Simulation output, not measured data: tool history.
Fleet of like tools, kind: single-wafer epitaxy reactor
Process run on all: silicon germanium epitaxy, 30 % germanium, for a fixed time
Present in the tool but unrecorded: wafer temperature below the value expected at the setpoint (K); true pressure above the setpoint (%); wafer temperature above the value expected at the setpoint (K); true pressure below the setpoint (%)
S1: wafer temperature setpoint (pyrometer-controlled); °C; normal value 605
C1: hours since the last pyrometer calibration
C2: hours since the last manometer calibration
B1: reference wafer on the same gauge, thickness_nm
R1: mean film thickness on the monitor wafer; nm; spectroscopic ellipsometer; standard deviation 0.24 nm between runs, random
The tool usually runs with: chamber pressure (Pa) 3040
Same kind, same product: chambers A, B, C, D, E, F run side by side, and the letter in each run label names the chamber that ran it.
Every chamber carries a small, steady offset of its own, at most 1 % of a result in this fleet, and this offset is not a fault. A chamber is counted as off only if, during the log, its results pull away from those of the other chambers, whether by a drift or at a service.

Run 1B, day 0.112: usual settings; C1 821.5; C2 2167.4; B1 63.612. Result: R1 68.185 nm.
Run 2F, day 0.229: usual settings; C1 2242.9; C2 247.3; B1 63.598. Result: R1 67.667 nm.
Run 3D, day 0.429: usual settings; C1 1083.0; C2 231.9; B1 63.574. Result: R1 67.615 nm.
Run 4C, day 0.525: usual settings; C1 86.3; C2 1991.2; B1 63.582. Result: R1 68.573 nm.
Run 5E, day 0.638: usual settings; C1 1120.1; C2 247.7; B1 63.532. Result: R1 67.878 nm.
Run 6A, day 0.788: usual settings; C1 1573.6; C2 838.0; B1 63.588. Result: R1 67.856 nm.
Run 7B, day 0.925: usual settings; C1 841.0; C2 2186.9; B1 63.576. Result: R1 68.129 nm.
Run 8E, day 1.079: usual settings; C1 1130.7; C2 258.3; B1 63.595. Result: R1 67.294 nm.
Run 9A, day 1.204: usual settings; C1 1583.6; C2 848.0; B1 63.605. Result: R1 67.452 nm.
Run 10C, day 1.379: usual settings; C1 106.8; C2 2011.7; B1 63.587. Result: R1 68.607 nm.
At day 1.471: chamber B: pyrometer calibrated.
Run 11F, day 1.512: usual settings; C1 2273.7; C2 278.1; B1 63.607. Result: R1 67.537 nm.
Run 12D, day 1.621: usual settings; C1 1111.6; C2 260.5; B1 63.596. Result: R1 68.016 nm.
Run 13C, day 1.708: usual settings; C1 114.7; C2 2019.6; B1 63.572. Result: R1 68.492 nm.
At day 1.883: chamber F: pyrometer calibrated.
Run 14E, day 1.892: usual settings; C1 1150.2; C2 277.8; B1 63.617. Result: R1 67.577 nm.
Run 15F, day 1.992: usual settings; C1 2.6; C2 289.6; B1 63.604. Result: R1 65.280 nm.
Run 16B, day 2.171: usual settings; C1 16.8; C2 2216.8; B1 63.587. Result: R1 68.429 nm.
Run 17D, day 2.262: usual settings; C1 1127.0; C2 275.9; B1 63.615. Result: R1 67.813 nm.
Run 18A, day 2.404: usual settings; C1 1612.4; C2 876.8; B1 63.607. Result: R1 67.519 nm.
Run 19E, day 2.496: usual settings; C1 1164.7; C2 292.3; B1 63.586. Result: R1 67.369 nm.
Run 20F, day 2.671: usual settings; C1 18.9; C2 305.9; B1 63.589. Result: R1 65.135 nm.
Run 21A, day 2.821: usual settings; C1 1622.4; C2 886.8; B1 63.620. Result: R1 67.756 nm.
At day 2.917: chamber B: capacitance manometer re-zeroed and calibrated.
Run 22D, day 3.012: usual settings; C1 1145.0; C2 293.9; B1 63.628. Result: R1 67.839 nm.
Run 23B, day 3.188: usual settings but S1 610 °C, chamber pressure (Pa) 3413; C1 41.2; C2 6.6; B1 63.587. Result: R1 78.580 nm.
Run 24C, day 3.317: usual settings but S1 610 °C, chamber pressure (Pa) 3413; C1 153.3; C2 2058.2; B1 63.580. Result: R1 77.845 nm.
Run 25A, day 3.458: usual settings but S1 610 °C, chamber pressure (Pa) 3413; C1 1637.7; C2 902.1; B1 63.646. Result: R1 76.876 nm.
Run 26C, day 3.562: usual settings but S1 610 °C, chamber pressure (Pa) 3413; C1 159.2; C2 2064.1; B1 63.555. Result: R1 78.384 nm.
Run 27E, day 3.688: usual settings but S1 610 °C, chamber pressure (Pa) 3413; C1 1193.3; C2 320.9; B1 63.609. Result: R1 77.127 nm.
Run 28D, day 3.879: usual settings but S1 610 °C, chamber pressure (Pa) 3413; C1 1165.8; C2 314.7; B1 63.607. Result: R1 78.000 nm.
Run 29B, day 4.050: usual settings; C1 61.9; C2 27.3; B1 63.601. Result: R1 67.868 nm.
Run 30F, day 4.246: usual settings; C1 56.7; C2 343.7; B1 63.603. Result: R1 65.030 nm.
Run 31E, day 4.346: usual settings; C1 1209.1; C2 336.7; B1 63.598. Result: R1 67.422 nm.
Run 32F, day 4.529: usual settings; C1 63.5; C2 350.5; B1 63.617. Result: R1 64.975 nm.
Run 33C, day 4.667: usual settings but S1 612 °C, chamber pressure (Pa) 3386; C1 185.7; C2 2090.6; B1 63.525. Result: R1 81.173 nm.
Run 34A, day 4.825: usual settings but S1 612 °C, chamber pressure (Pa) 3386; C1 1670.5; C2 934.9; B1 63.530. Result: R1 80.035 nm.
Run 35B, day 4.988: usual settings but S1 612 °C, chamber pressure (Pa) 3386; C1 84.4; C2 49.8; B1 63.561. Result: R1 80.369 nm.
Run 36D, day 5.175: usual settings but S1 612 °C, chamber pressure (Pa) 3386; C1 1196.9; C2 345.8; B1 63.605. Result: R1 80.235 nm.
Run 37C, day 5.342: usual settings but S1 612 °C, chamber pressure (Pa) 3386; C1 201.9; C2 2106.8; B1 63.616. Result: R1 80.735 nm.
Run 38F, day 5.467: usual settings but S1 612 °C, chamber pressure (Pa) 3386; C1 86.0; C2 373.0; B1 63.592. Result: R1 77.464 nm.
Run 39A, day 5.600: usual settings; C1 1689.1; C2 953.5; B1 63.640. Result: R1 67.817 nm.
Run 40B, day 5.729: usual settings; C1 102.2; C2 67.6; B1 63.584. Result: R1 68.560 nm.
Run 41E, day 5.921: usual settings; C1 1246.9; C2 374.5; B1 63.567. Result: R1 67.817 nm.

What goes on in this fleet: one chamber off, a drifting gauge, or nothing beyond the chambers' own small offsets? Name the chamber and the cause, if any.

A service left chamber F off against the others.
Likeliest cause: wafer temperature below the value expected at the setpoint (K) = 2.11.

Which of the 4 candidates below, each the usual settings with something changed and its results left as question marks, puts chamber F back in line with what the other chambers give on the usual settings?
In line means no further than this from the other chambers' mean on the usual settings: R1 0.830 nm
Run 42F-1, day 6.067: usual settings but S1 609 °C. Result: R1 ?.
Run 42F-2, day 6.067: usual settings but S1 607 °C, chamber pressure (Pa) 3080. Result: R1 ?.
Run 42F-3, day 6.067: usual settings but chamber pressure (Pa) 2546. Result: R1 ?.
Run 42F-4, day 6.067: usual settings but S1 603 °C, chamber pressure (Pa) 3000. Result: R1 ?.

Average result of the remaining chambers running the usual settings: R1 67.970 nm
  run      R1
42F-1  70.042
42F-2  67.919
42F-3  60.729
42F-4  62.512
The right change is 42F-2: it brings the chamber back within the allowed miss of the others.
